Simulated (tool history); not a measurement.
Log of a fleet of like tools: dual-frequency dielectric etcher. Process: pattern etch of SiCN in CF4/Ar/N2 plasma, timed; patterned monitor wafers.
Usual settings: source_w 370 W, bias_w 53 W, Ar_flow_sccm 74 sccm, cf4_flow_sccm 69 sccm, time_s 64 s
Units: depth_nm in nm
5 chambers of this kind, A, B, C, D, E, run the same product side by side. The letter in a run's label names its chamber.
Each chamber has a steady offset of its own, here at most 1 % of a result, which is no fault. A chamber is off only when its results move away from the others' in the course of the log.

run   hour  source_w  bias_w  Ar_flow_sccm  cf4_flow_sccm  time_s  read-back reference wafer on the same gauge, depth_nm  depth_nm
       8.4  -- chamber D: Ar flow controller replaced
 1A    8.9       370      53            74             69      64                                                 46.819    43.468
 2C   12.8       370      53            74             69      64                                                 46.824    43.758
 3E   19.1       370      53            74             69      64                                                 46.820    43.613
 4D   24.9       370      53            74             69      64                                                 46.824    43.677
 5B   29.1       290      53            74             69      64                                                 46.848    35.460
 6D   34.1       290      53            74             69      64                                                 46.839    35.342
 7C   39.7       290      53            74             69      64                                                 46.850    35.250
 8B   47.2       290      53            74             69      64                                                 46.843    35.554
 9E   52.2       290      53            74             69      64                                                 46.854    35.320
10A   58.1       370      53            74             69      64                                                 46.858    43.485
11A   65.8       370      53            74             69      64                                                 46.888    43.456
12B   70.5       370      53            74             69      64                                                 46.881    43.925
13C   75.1       370      53            74             69      64                                                 46.891    43.831
14E   79.1       370      53            74             69      64                                                 46.903    43.748
      85.8  -- chamber A: source power generator calibrated
15D   88.3       370      53            74             69      64                                                 46.895    43.817
16C   95.7       370      53            74             69      64                                                 46.926    43.812
17E  102.3       370      53            74             69      64                                                 46.921    43.679
18B  110.6       370      53            74             69      64                                                 46.942    44.085
19D  117.7       370      53            74             69      64                                                 46.949    43.976
20A  125.3       370      53            74             69      64                                                 46.966    43.634
21C  132.2       370      53            74             69      64                                                 46.967    43.912
22D  138.6       400      61            74             69      64                                                 46.958    49.073
     143.4  -- chamber A: wet clean of the chamber
23E  145.3       400      61            74             69      64                                                 46.957    48.978
24B  152.9       400      61            74             69      64                                                 46.969    49.263
25A  158.9       400      61            74             69      64                                                 46.983    48.952
26E  164.1       400      61            74             69      64                                                 47.003    49.090
27D  172.7       370      53            74             75      77                                                 47.012    53.583
28C  179.0       370      53            74             75      77                                                 47.022    53.549
29B  186.3       370      53            74             75      77                                                 47.019    53.671
30A  194.0       370      53            74             75      77                                                 47.019    53.139
31B  199.7       370      53            74             75      77                                                 47.041    53.706
32A  206.3       370      53            74             69      64                                                 47.066    43.641
33E  212.6       370      53            74             69      64                                                 47.064    43.947

Is one chamber off against the others, does the gauge drift, or is nothing wrong? If a chamber is off, say which, and what the likeliest cause is.

The gauge drifts, so all chambers seem to drift together. No chamber is off.
Cause: gauge reads high (%) = 0.574.

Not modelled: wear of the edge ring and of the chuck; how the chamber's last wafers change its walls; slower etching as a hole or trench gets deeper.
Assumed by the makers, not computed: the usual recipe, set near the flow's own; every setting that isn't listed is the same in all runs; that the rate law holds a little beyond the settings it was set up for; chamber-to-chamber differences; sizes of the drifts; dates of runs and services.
